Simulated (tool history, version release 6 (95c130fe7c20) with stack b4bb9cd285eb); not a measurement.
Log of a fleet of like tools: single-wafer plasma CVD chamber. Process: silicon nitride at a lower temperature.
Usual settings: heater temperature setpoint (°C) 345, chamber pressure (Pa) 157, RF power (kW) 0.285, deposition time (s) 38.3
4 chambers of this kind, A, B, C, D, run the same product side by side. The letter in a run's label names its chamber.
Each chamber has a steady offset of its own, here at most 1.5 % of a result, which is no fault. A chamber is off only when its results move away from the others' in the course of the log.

run	hour	heater temperature setpoint (°C)	chamber pressure (Pa)	RF power (kW)	deposition time (s)	hours since the last thermocouple change	hours since the last RF generator calibration	hours since the last manometer calibration	read-back reference wafer on the same gauge, thickness_nm	mean film thickness on the monitor wafer (nm)
1D	4.9	345	157	0.285	38.3	1155.7	142.0	1062.0	33.255	40.071
2A	10.1	345	157	0.285	38.3	677.9	347.1	31.1	33.329	39.553
3C	16.4	345	157	0.285	38.3	753.3	1770.6	94.8	33.298	40.520
4B	21.1	345	157	0.285	38.3	1920.7	1040.0	2257.2	33.331	40.140
5A	26.9	345	157	0.245	40.6	694.7	363.9	47.9	33.281	37.770
6D	30.9	345	157	0.245	40.6	1181.7	168.0	1088.0	33.277	38.554
7B	36.9	345	157	0.245	40.6	1936.5	1055.8	2273.0	33.305	38.275
8C	44.4	345	157	0.245	40.6	781.3	1798.6	122.8	33.329	38.774
9C	51.0	345	157	0.285	38.3	787.9	1805.2	129.4	33.305	40.801
10D	54.9	345	157	0.285	38.3	1205.7	192.0	1112.0	33.280	40.047
11A	61.4	345	157	0.285	38.3	729.2	398.4	82.4	33.297	39.647
12B	66.3	345	157	0.285	38.3	1965.9	1085.2	2302.4	33.316	40.127
13B	72.6	345	157	0.285	38.3	1972.2	1091.5	2308.7	33.298	40.394
14C	78.3	345	157	0.285	38.3	815.2	1832.5	156.7	33.330	40.540
15A	82.3	345	157	0.285	38.3	750.1	419.3	103.3	33.281	39.886
16D	86.3	345	157	0.285	38.3	1237.1	223.4	1143.4	33.274	40.059
17A	90.6	345	157	0.285	38.3	758.4	427.6	111.6	33.314	39.505
# hour 91.7: chamber B: capacitance manometer re-zeroed and calibrated
18B	97.8	345	157	0.285	38.3	1997.4	1116.7	6.1	33.325	39.883
19C	102.8	345	157	0.285	38.3	839.7	1857.0	181.2	33.310	40.108
20D	109.5	345	157	0.285	38.3	1260.3	246.6	1166.6	33.274	40.310
21D	114.1	345	157	0.285	38.3	1264.9	251.2	1171.2	33.315	40.062
22A	118.6	345	157	0.285	38.3	786.4	455.6	139.6	33.334	39.606
23C	122.3	332	136	0.285	38.3	859.2	1876.5	200.7	33.254	38.599
24B	126.0	332	136	0.285	38.3	2025.6	1144.9	34.3	33.334	38.443
25B	133.7	332	136	0.285	38.3	2033.3	1152.6	42.0	33.299	38.244
26A	138.5	332	136	0.285	38.3	806.3	475.5	159.5	33.350	38.193
27C	143.3	345	157	0.285	38.3	880.2	1897.5	221.7	33.352	40.945
28D	148.6	345	157	0.285	38.3	1299.4	285.7	1205.7	33.300	40.001
29B	155.4	345	157	0.245	38.3	2055.0	1174.3	63.7	33.255	35.591
30D	162.0	345	157	0.245	38.3	1312.8	299.1	1219.1	33.328	36.510
31C	170.0	345	157	0.245	38.3	906.9	1924.2	248.4	33.275	36.491
# hour 172.0: chamber A: thermocouple changed; heater temperature recalibrated
32A	177.5	345	157	0.245	38.3	5.6	514.5	198.5	33.306	35.676
33D	184.7	345	157	0.285	38.3	1335.5	321.8	1241.8	33.322	39.771
34C	188.9	345	157	0.285	38.3	925.8	1943.1	267.3	33.332	40.374
# hour 190.0: chamber D: thermocouple changed; heater temperature recalibrated
35A	195.4	338	176	0.285	38.3	23.5	532.4	216.4	33.291	40.872
36B	202.4	338	176	0.285	38.3	2102.0	1221.3	110.7	33.283	40.661
37C	209.4	338	176	0.285	38.3	946.3	1963.6	287.8	33.278	41.602
38A	216.9	338	176	0.285	38.3	45.0	553.9	237.9	33.314	40.914
39D	224.4	345	157	0.285	38.3	34.5	361.5	1281.5	33.367	40.177

Next, every chamber runs the same settings. What will each give?
40A	230.5	345	157	0.285	38.3					?
40B	230.5	345	157	0.285	38.3					?
40C	230.5	345	157	0.285	38.3					?
40D	230.5	345	157	0.285	38.3					?

run	mean film thickness on the monitor wafer (nm)
40A	39.818
40B	38.857
40C	40.669
40D	39.701
